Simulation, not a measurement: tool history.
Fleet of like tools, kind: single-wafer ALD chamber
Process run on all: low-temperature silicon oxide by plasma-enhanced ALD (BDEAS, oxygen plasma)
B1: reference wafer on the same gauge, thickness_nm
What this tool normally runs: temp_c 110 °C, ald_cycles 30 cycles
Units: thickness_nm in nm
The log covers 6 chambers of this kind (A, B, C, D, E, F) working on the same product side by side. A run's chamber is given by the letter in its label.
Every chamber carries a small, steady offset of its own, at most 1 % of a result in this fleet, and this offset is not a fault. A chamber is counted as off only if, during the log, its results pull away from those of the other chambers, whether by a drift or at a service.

Run 1D, hour 4: usual settings; B1 4.289. Result: thickness_nm 4.2367 nm.
Run 2B, hour 8.5: usual settings; B1 4.2909. Result: thickness_nm 4.1789 nm.
Run 3A, hour 12.3: usual settings; B1 4.2904. Result: thickness_nm 4.2127 nm.
Run 4C, hour 16.8: usual settings; B1 4.2931. Result: thickness_nm 4.1997 nm.
Run 5E, hour 21.5: usual settings; B1 4.2867. Result: thickness_nm 4.1736 nm.
Run 6F, hour 24.3: usual settings; B1 4.2867. Result: thickness_nm 4.2136 nm.
Run 7D, hour 27: usual settings but temp_c 116 °C, ald_cycles 33 cycles; B1 4.2904. Result: thickness_nm 4.6321 nm.
Run 8C, hour 29.2: usual settings but temp_c 116 °C, ald_cycles 33 cycles; B1 4.2915. Result: thickness_nm 4.5647 nm.
Run 9A, hour 32.6: usual settings but temp_c 116 °C, ald_cycles 33 cycles; B1 4.2884. Result: thickness_nm 4.5598 nm.
Run 10E, hour 35.7: usual settings but temp_c 116 °C, ald_cycles 33 cycles; B1 4.2879. Result: thickness_nm 4.5499 nm.
Run 11B, hour 37.9: usual settings but temp_c 116 °C, ald_cycles 33 cycles; B1 4.2884. Result: thickness_nm 4.5613 nm.
Run 12F, hour 40.2: usual settings but temp_c 116 °C, ald_cycles 33 cycles; B1 4.2904. Result: thickness_nm 4.6073 nm.
Run 13E, hour 43.9: usual settings; B1 4.2894. Result: thickness_nm 4.205 nm.
Run 14B, hour 47.7: usual settings; B1 4.2906. Result: thickness_nm 4.1963 nm.
Run 15C, hour 51: usual settings but temp_c 103 °C, ald_cycles 27 cycles; B1 4.2906. Result: thickness_nm 3.8317 nm.
Run 16D, hour 54.4: usual settings but temp_c 103 °C, ald_cycles 27 cycles; B1 4.2882. Result: thickness_nm 3.867 nm.
Run 17F, hour 57: usual settings but temp_c 103 °C, ald_cycles 27 cycles; B1 4.2897. Result: thickness_nm 3.835 nm.
Run 18A, hour 60.6: usual settings but temp_c 103 °C, ald_cycles 27 cycles; B1 4.2907. Result: thickness_nm 3.8218 nm.
Run 19A, hour 64.9: usual settings but temp_c 103 °C, ald_cycles 27 cycles; B1 4.2899. Result: thickness_nm 3.8321 nm.
Run 20F, hour 68.9: usual settings but temp_c 103 °C, ald_cycles 27 cycles; B1 4.2909. Result: thickness_nm 3.8295 nm.
Run 21E, hour 71.8: usual settings; B1 4.2892. Result: thickness_nm 4.1958 nm.
Run 22B, hour 75.1: usual settings; B1 4.289. Result: thickness_nm 4.1776 nm.
Run 23D, hour 79.4: usual settings; B1 4.2891. Result: thickness_nm 4.2488 nm.
Run 24C, hour 83.5: usual settings; B1 4.2916. Result: thickness_nm 4.209 nm.
Run 25D, hour 86.4: usual settings; B1 4.2922. Result: thickness_nm 4.2392 nm.
Run 26E, hour 89.4: usual settings; B1 4.2902. Result: thickness_nm 4.1829 nm.
At hour 90.5: chamber D: thermocouple changed; heater temperature recalibrated.
Run 27F, hour 92.5: usual settings; B1 4.2907. Result: thickness_nm 4.2135 nm.
Run 28B, hour 97.1: usual settings; B1 4.2865. Result: thickness_nm 4.1826 nm.
Run 29A, hour 99.6: usual settings but temp_c 122 °C; B1 4.2881. Result: thickness_nm 4.1111 nm.
Run 30C, hour 104.1: usual settings but temp_c 122 °C; B1 4.2877. Result: thickness_nm 4.1162 nm.
Run 31E, hour 107.6: usual settings but temp_c 122 °C; B1 4.2905. Result: thickness_nm 4.0979 nm.
Run 32C, hour 110.9: usual settings but temp_c 122 °C; B1 4.2916. Result: thickness_nm 4.1191 nm.
Run 33D, hour 113: usual settings but temp_c 122 °C; B1 4.2919. Result: thickness_nm 4.1689 nm.
Run 34A, hour 116: usual settings but temp_c 122 °C; B1 4.2893. Result: thickness_nm 4.0928 nm.
Run 35F, hour 119.1: usual settings; B1 4.2907. Result: thickness_nm 4.1982 nm.
Run 36B, hour 121.9: usual settings but ald_cycles 27 cycles; B1 4.2905. Result: thickness_nm 3.7845 nm.
Run 37E, hour 125.1: usual settings but ald_cycles 27 cycles; B1 4.287. Result: thickness_nm 3.7833 nm.
Run 38A, hour 129: usual settings but ald_cycles 27 cycles; B1 4.2899. Result: thickness_nm 3.779 nm.
Run 39F, hour 133: usual settings but ald_cycles 27 cycles; B1 4.2876. Result: thickness_nm 3.7806 nm.
Run 40D, hour 136.8: usual settings but ald_cycles 27 cycles; B1 4.2898. Result: thickness_nm 3.8073 nm.
Run 41C, hour 140.9: usual settings but ald_cycles 27 cycles; B1 4.2902. Result: thickness_nm 3.7612 nm.
Run 42B, hour 144.5: usual settings; B1 4.2883. Result: thickness_nm 4.1793 nm.
Run 43F, hour 149.2: usual settings; B1 4.2922. Result: thickness_nm 4.2006 nm.
Run 44E, hour 151.7: usual settings but temp_c 118 °C; B1 4.2893. Result: thickness_nm 4.1351 nm.

Predict what each chamber gives when all 6 of them run the settings below next.
Run 45A, hour 155.1: usual settings but temp_c 100 °C. Result: thickness_nm ?.
Run 45B, hour 155.1: usual settings but temp_c 100 °C. Result: thickness_nm ?.
Run 45C, hour 155.1: usual settings but temp_c 100 °C. Result: thickness_nm ?.
Run 45D, hour 155.1: usual settings but temp_c 100 °C. Result: thickness_nm ?.
Run 45E, hour 155.1: usual settings but temp_c 100 °C. Result: thickness_nm ?.
Run 45F, hour 155.1: usual settings but temp_c 100 °C. Result: thickness_nm ?.

run  thickness_nm
45A        4.2762
45B         4.252
45C        4.2535
45D        4.3181
45E        4.2584
45F        4.2754
